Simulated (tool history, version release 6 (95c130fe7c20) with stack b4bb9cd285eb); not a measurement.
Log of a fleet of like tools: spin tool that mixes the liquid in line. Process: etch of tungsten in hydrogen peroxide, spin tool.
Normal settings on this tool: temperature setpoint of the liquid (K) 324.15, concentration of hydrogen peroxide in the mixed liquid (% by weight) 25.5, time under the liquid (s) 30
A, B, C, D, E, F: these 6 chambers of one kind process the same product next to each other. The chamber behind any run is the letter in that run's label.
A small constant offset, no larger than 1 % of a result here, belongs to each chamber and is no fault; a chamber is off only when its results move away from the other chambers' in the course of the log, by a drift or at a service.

run	hour	temperature setpoint of the liquid (K)	concentration of hydrogen peroxide in the mixed liquid (% by weight)	time under the liquid (s)	read-back film thickness of the tungsten reference wafer, read on the same gauge (nm)	thickness taken off the tungsten on a monitor wafer (angstrom)
1C	4.4	324.15	25.5	30	99.970	657.65
2B	6.9	324.15	25.5	30	100.000	654.04
3A	10.7	324.15	25.5	30	99.982	657.38
4F	13.9	324.15	25.5	30	100.010	659.02
5E	18.9	324.15	25.5	30	99.995	660.71
6D	21.9	324.15	25.5	30	99.990	658.58
7E	24.2	324.15	25.5	30	100.010	659.09
8D	26.7	324.15	25.5	30	100.030	663.14
9B	31.1	324.15	25.5	30	100.010	653.22
10F	33.8	324.15	25.5	30	99.978	659.02
11C	38.8	324.15	29.0	45	100.000	1050.60
12A	41.3	324.15	29.0	45	100.020	1057.60
13F	44.1	324.15	29.0	45	99.986	1059.80
14C	48.3	324.15	29.0	45	100.050	1057.80
15E	51.9	324.15	29.0	45	99.983	1057.60
16D	54.8	324.15	29.0	45	100.010	1053.30
17B	59.3	324.15	25.5	30	99.954	650.35
18A	61.7	324.15	25.5	30	100.010	662.34
19B	65.0	324.15	25.5	30	100.010	656.25
20D	69.9	324.15	25.5	30	99.992	658.91
21C	74.5	324.15	25.5	15	99.971	329.10
22A	78.8	324.15	25.5	15	99.982	328.60
23F	81.7	324.15	25.5	15	99.978	331.52
# hour 82.3: chamber A: new drum of peroxide connected
24E	85.2	324.15	25.5	15	100.010	328.24
25D	89.9	324.15	25.5	15	100.010	326.59
26C	93.7	324.15	25.5	15	99.987	329.40
27B	98.4	324.15	25.5	15	99.978	327.76
28A	101.3	324.15	25.5	15	99.985	328.97
29F	103.8	324.15	25.5	15	99.982	329.13
30E	107.0	324.15	25.5	15	100.040	330.02
31B	111.3	324.15	25.5	15	100.020	327.00
32E	114.9	324.15	25.5	15	99.974	329.45
33C	117.5	324.15	25.5	30	100.030	659.82
34A	120.8	324.15	25.5	30	99.985	658.05
35D	125.4	324.15	25.5	45	100.020	980.57
36F	128.9	324.15	25.5	45	100.010	990.18
37B	133.5	324.15	25.5	45	99.990	975.26
38F	137.5	324.15	25.5	45	99.957	992.22
39D	140.8	324.15	25.5	45	100.000	972.37
40E	143.2	324.15	25.5	45	99.971	991.62
41A	147.1	329.15	23.0	30	100.030	845.51
42C	151.3	329.15	23.0	30	100.020	841.91
43B	154.5	329.15	23.0	30	100.020	834.44
44C	158.8	329.15	23.0	30	100.020	843.19

Each of the 6 chambers runs these same settings next. Fill in every chamber's results:
45A	162.5	314.65	25.5	30		?
45B	162.5	314.65	25.5	30		?
45C	162.5	314.65	25.5	30		?
45D	162.5	314.65	25.5	30		?
45E	162.5	314.65	25.5	30		?
45F	162.5	314.65	25.5	30		?

run	thickness taken off the tungsten on a monitor wafer (angstrom)
45A	360.30
45B	364.00
45C	362.63
45D	359.38
45E	362.85
45F	367.20
